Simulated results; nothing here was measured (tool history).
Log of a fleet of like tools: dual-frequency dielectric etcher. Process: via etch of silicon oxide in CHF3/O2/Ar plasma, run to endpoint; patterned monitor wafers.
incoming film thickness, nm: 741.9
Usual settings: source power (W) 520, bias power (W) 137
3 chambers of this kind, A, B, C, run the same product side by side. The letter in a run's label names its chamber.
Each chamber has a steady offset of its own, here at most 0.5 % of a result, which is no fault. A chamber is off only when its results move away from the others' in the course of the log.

| run | day | source power (W) | bias power (W) | hours since the last wet clean | hours since the last source power generator calibration | hours since the last bias power generator calibration | endpoint time (s) |
|---|---|---|---|---|---|---|---|
| 1C | 0.362 | 520 | 137 | 351.5 | 427.9 | 1239.0 | 436.00 |
| 2B | 0.708 | 520 | 137 | 357.7 | 969.7 | 1259.3 | 431.04 |
| 3A | 1.017 | 520 | 137 | 239.6 | 1255.5 | 1607.5 | 436.06 |
| 4A | 1.371 | 520 | 137 | 248.1 | 1264.0 | 1616.0 | 433.82 |
| 5C | 1.608 | 520 | 137 | 381.4 | 457.8 | 1268.9 | 429.56 |
| 6B | 1.979 | 520 | 137 | 388.2 | 1000.2 | 1289.8 | 431.35 |
| 7B | 2.233 | 520 | 137 | 394.3 | 1006.3 | 1295.9 | 429.89 |
| 8A | 2.479 | 520 | 137 | 274.7 | 1290.6 | 1642.6 | 435.57 |
| 9C | 2.875 | 520 | 137 | 411.8 | 488.2 | 1299.3 | 428.12 |
| 10C | 3.329 | 520 | 137 | 422.7 | 499.1 | 1310.2 | 431.71 |
| 11B | 3.575 | 570 | 137 | 426.5 | 1038.5 | 1328.1 | 415.51 |
| 12A | 3.975 | 570 | 137 | 310.6 | 1326.5 | 1678.5 | 420.32 |
| 13A | 4.479 | 570 | 137 | 322.7 | 1338.6 | 1690.6 | 420.35 |
| 14C | 4.733 | 520 | 137 | 456.4 | 532.8 | 1343.9 | 428.49 |
| 15B | 5.204 | 520 | 137 | 465.6 | 1077.6 | 1367.2 | 434.89 |
| 16C | 5.704 | 520 | 137 | 479.7 | 556.1 | 1367.2 | 424.90 |
| 17B | 6.142 | 520 | 137 | 488.1 | 1100.1 | 1389.7 | 430.57 |
| 18A | 6.625 | 520 | 137 | 374.2 | 1390.1 | 1742.1 | 438.33 |
| 19A | 6.879 | 600 | 157 | 380.3 | 1396.2 | 1748.2 | 394.82 |
| 20C | 7.221 | 600 | 157 | 516.1 | 592.5 | 1403.6 | 384.37 |
| 21B | 7.704 | 600 | 157 | 525.6 | 1137.6 | 1427.2 | 393.56 |
| 22C | 8.104 | 520 | 137 | 537.3 | 613.7 | 1424.8 | 422.06 |
| 23A | 8.375 | 610 | 123 | 416.2 | 1432.1 | 1784.1 | 425.26 |
| 24B | 8.788 | 610 | 123 | 551.6 | 1163.6 | 1453.2 | 421.66 |
| 25B | 9.129 | 610 | 123 | 559.8 | 1171.8 | 1461.4 | 420.61 |
| 26A | 9.392 | 600 | 167 | 440.6 | 1456.5 | 1808.5 | 387.77 |
| 27C | 9.712 | 600 | 167 | 575.9 | 652.3 | 1463.4 | 374.29 |

Next, every chamber runs the same settings. What will each give?
| 28A | 10.075 | 520 | 166 |  |  |  | ? |
| 28B | 10.075 | 520 | 166 |  |  |  | ? |
| 28C | 10.075 | 520 | 166 |  |  |  | ? |

| run | endpoint time (s) |
|---|---|
| 28A | 406.81 |
| 28B | 407.82 |
| 28C | 396.83 |
